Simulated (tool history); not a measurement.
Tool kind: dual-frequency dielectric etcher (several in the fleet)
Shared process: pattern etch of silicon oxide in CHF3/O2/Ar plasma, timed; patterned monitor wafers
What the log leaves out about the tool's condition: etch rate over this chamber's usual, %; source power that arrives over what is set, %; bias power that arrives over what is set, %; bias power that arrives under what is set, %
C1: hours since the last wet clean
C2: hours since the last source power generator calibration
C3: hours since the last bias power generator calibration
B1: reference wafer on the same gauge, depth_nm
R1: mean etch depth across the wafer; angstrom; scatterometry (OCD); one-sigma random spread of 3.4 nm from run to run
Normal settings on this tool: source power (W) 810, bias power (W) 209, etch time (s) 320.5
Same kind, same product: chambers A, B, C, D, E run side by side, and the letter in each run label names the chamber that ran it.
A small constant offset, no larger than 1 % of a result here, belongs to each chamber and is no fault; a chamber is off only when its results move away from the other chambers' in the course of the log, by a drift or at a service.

{"run": "1A", "day": 0.179, "source power (W)": 810, "bias power (W)": 209, "etch time (s)": 320.5, "C1": 248.4, "C2": 1011.8, "C3": 829.9, "B1": 848.06, "R1": 7426.3}
{"run": "2B", "day": 0.462, "source power (W)": 810, "bias power (W)": 209, "etch time (s)": 320.5, "C1": 286.0, "C2": 1779.7, "C3": 2891.8, "B1": 847.61, "R1": 7545.5}
{"run": "3D", "day": 0.683, "source power (W)": 810, "bias power (W)": 209, "etch time (s)": 320.5, "C1": 69.8, "C2": 2246.9, "C3": 527.1, "B1": 848.26, "R1": 7415.0}
{"run": "4E", "day": 0.967, "source power (W)": 810, "bias power (W)": 209, "etch time (s)": 320.5, "C1": 199.0, "C2": 3452.6, "C3": 1514.0, "B1": 847.9, "R1": 7460.3}
{"run": "5C", "day": 1.108, "source power (W)": 810, "bias power (W)": 209, "etch time (s)": 320.5, "C1": 167.6, "C2": 520.9, "C3": 918.5, "B1": 848.25, "R1": 7526.8}
{"run": "6E", "day": 1.279, "source power (W)": 810, "bias power (W)": 209, "etch time (s)": 320.5, "C1": 206.5, "C2": 3460.1, "C3": 1521.5, "B1": 847.27, "R1": 7441.9}
{"run": "7B", "day": 1.492, "source power (W)": 810, "bias power (W)": 209, "etch time (s)": 320.5, "C1": 310.7, "C2": 1804.4, "C3": 2916.5, "B1": 847.73, "R1": 7472.2}
{"run": "8D", "day": 1.758, "source power (W)": 640, "bias power (W)": 238, "etch time (s)": 320.5, "C1": 95.6, "C2": 2272.7, "C3": 552.9, "B1": 848.53, "R1": 7135.7}
{"run": "9C", "day": 1.979, "source power (W)": 640, "bias power (W)": 238, "etch time (s)": 320.5, "C1": 188.5, "C2": 541.8, "C3": 939.4, "B1": 847.79, "R1": 7108.4}
{"run": "10A", "day": 2.2, "source power (W)": 640, "bias power (W)": 238, "etch time (s)": 320.5, "C1": 296.9, "C2": 1060.3, "C3": 878.4, "B1": 848.08, "R1": 7179.5}
{"run": "11B", "day": 2.408, "source power (W)": 640, "bias power (W)": 238, "etch time (s)": 320.5, "C1": 332.7, "C2": 1826.4, "C3": 2938.5, "B1": 847.51, "R1": 7109.9}
{"run": "12C", "day": 2.546, "source power (W)": 640, "bias power (W)": 238, "etch time (s)": 320.5, "C1": 202.1, "C2": 555.4, "C3": 953.0, "B1": 847.71, "R1": 7150.2}
{"day": 2.825, "done": "chamber B: bias power generator calibrated"}
{"run": "13D", "day": 2.842, "source power (W)": 810, "bias power (W)": 209, "etch time (s)": 320.5, "C1": 121.6, "C2": 2298.7, "C3": 578.9, "B1": 848.25, "R1": 7464.0}
{"run": "14E", "day": 3.008, "source power (W)": 810, "bias power (W)": 209, "etch time (s)": 320.5, "C1": 248.0, "C2": 3501.6, "C3": 1563.0, "B1": 847.36, "R1": 7440.4}
{"run": "15A", "day": 3.233, "source power (W)": 810, "bias power (W)": 209, "etch time (s)": 320.5, "C1": 321.7, "C2": 1085.1, "C3": 903.2, "B1": 847.97, "R1": 7477.7}
{"run": "16A", "day": 3.542, "source power (W)": 810, "bias power (W)": 209, "etch time (s)": 320.5, "C1": 329.1, "C2": 1092.5, "C3": 910.6, "B1": 848.69, "R1": 7470.3}
{"run": "17B", "day": 3.767, "source power (W)": 810, "bias power (W)": 209, "etch time (s)": 320.5, "C1": 365.3, "C2": 1859.0, "C3": 22.6, "B1": 847.02, "R1": 7433.9}
{"run": "18E", "day": 3.925, "source power (W)": 810, "bias power (W)": 209, "etch time (s)": 320.5, "C1": 270.0, "C2": 3523.6, "C3": 1585.0, "B1": 848.46, "R1": 7365.3}
{"run": "19C", "day": 4.062, "source power (W)": 810, "bias power (W)": 209, "etch time (s)": 320.5, "C1": 238.5, "C2": 591.8, "C3": 989.4, "B1": 848.76, "R1": 7480.1}
{"run": "20D", "day": 4.283, "source power (W)": 810, "bias power (W)": 209, "etch time (s)": 320.5, "C1": 156.2, "C2": 2333.3, "C3": 613.5, "B1": 847.61, "R1": 7413.2}
{"run": "21B", "day": 4.504, "source power (W)": 810, "bias power (W)": 209, "etch time (s)": 320.5, "C1": 383.0, "C2": 1876.7, "C3": 40.3, "B1": 847.83, "R1": 7461.8}
{"run": "22D", "day": 4.7, "source power (W)": 810, "bias power (W)": 209, "etch time (s)": 320.5, "C1": 166.2, "C2": 2343.3, "C3": 623.5, "B1": 847.77, "R1": 7460.7}
{"run": "23E", "day": 4.896, "source power (W)": 810, "bias power (W)": 209, "etch time (s)": 320.5, "C1": 293.3, "C2": 3546.9, "C3": 1608.3, "B1": 848.63, "R1": 7415.8}
{"run": "24C", "day": 5.138, "source power (W)": 810, "bias power (W)": 209, "etch time (s)": 320.5, "C1": 264.3, "C2": 617.6, "C3": 1015.2, "B1": 847.43, "R1": 7476.6}
{"run": "25A", "day": 5.346, "source power (W)": 810, "bias power (W)": 209, "etch time (s)": 320.5, "C1": 372.4, "C2": 1135.8, "C3": 953.9, "B1": 848.98, "R1": 7422.6}
{"run": "26B", "day": 5.646, "source power (W)": 810, "bias power (W)": 209, "etch time (s)": 320.5, "C1": 410.4, "C2": 1904.1, "C3": 67.7, "B1": 848.65, "R1": 7450.6}
{"run": "27D", "day": 5.792, "source power (W)": 810, "bias power (W)": 209, "etch time (s)": 320.5, "C1": 192.4, "C2": 2369.5, "C3": 649.7, "B1": 848.13, "R1": 7392.3}
{"run": "28E", "day": 6.054, "source power (W)": 810, "bias power (W)": 209, "etch time (s)": 320.5, "C1": 321.1, "C2": 3574.7, "C3": 1636.1, "B1": 848.1, "R1": 7463.8}
{"run": "29A", "day": 6.333, "source power (W)": 810, "bias power (W)": 209, "etch time (s)": 320.5, "C1": 396.1, "C2": 1159.5, "C3": 977.6, "B1": 847.23, "R1": 7469.4}
{"run": "30C", "day": 6.529, "source power (W)": 810, "bias power (W)": 209, "etch time (s)": 320.5, "C1": 297.7, "C2": 651.0, "C3": 1048.6, "B1": 846.95, "R1": 7557.1}
{"run": "31B", "day": 6.708, "source power (W)": 810, "bias power (W)": 209, "etch time (s)": 320.5, "C1": 435.9, "C2": 1929.6, "C3": 93.2, "B1": 848.09, "R1": 7519.5}
{"day": 6.75, "done": "chamber A: wet clean of the chamber"}
{"run": "32C", "day": 6.954, "source power (W)": 810, "bias power (W)": 209, "etch time (s)": 320.5, "C1": 307.9, "C2": 661.2, "C3": 1058.8, "B1": 848.14, "R1": 7484.5}
{"run": "33E", "day": 7.242, "source power (W)": 810, "bias power (W)": 209, "etch time (s)": 320.5, "C1": 349.6, "C2": 3603.2, "C3": 1664.6, "B1": 847.33, "R1": 7466.1}
{"run": "34D", "day": 7.542, "source power (W)": 810, "bias power (W)": 209, "etch time (s)": 320.5, "C1": 234.4, "C2": 2411.5, "C3": 691.7, "B1": 847.69, "R1": 7481.7}
{"run": "35A", "day": 7.708, "source power (W)": 810, "bias power (W)": 209, "etch time (s)": 320.5, "C1": 23.1, "C2": 1192.5, "C3": 1010.6, "B1": 847.79, "R1": 7453.6}
{"run": "36A", "day": 7.933, "source power (W)": 810, "bias power (W)": 209, "etch time (s)": 320.5, "C1": 28.5, "C2": 1197.9, "C3": 1016.0, "B1": 847.86, "R1": 7408.0}

The same settings go to every chamber for the next run, one line per chamber below. Forecast the results for each:
{"run": "37A", "day": 8.154, "source power (W)": 810, "bias power (W)": 209, "etch time (s)": 320.5, "R1": "?"}
{"run": "37B", "day": 8.154, "source power (W)": 810, "bias power (W)": 209, "etch time (s)": 320.5, "R1": "?"}
{"run": "37C", "day": 8.154, "source power (W)": 810, "bias power (W)": 209, "etch time (s)": 320.5, "R1": "?"}
{"run": "37D", "day": 8.154, "source power (W)": 810, "bias power (W)": 209, "etch time (s)": 320.5, "R1": "?"}
{"run": "37E", "day": 8.154, "source power (W)": 810, "bias power (W)": 209, "etch time (s)": 320.5, "R1": "?"}

run=37A R1=7444.9
run=37B R1=7433.0
run=37C R1=7514.5
run=37D R1=7484.5
run=37E R1=7386.6
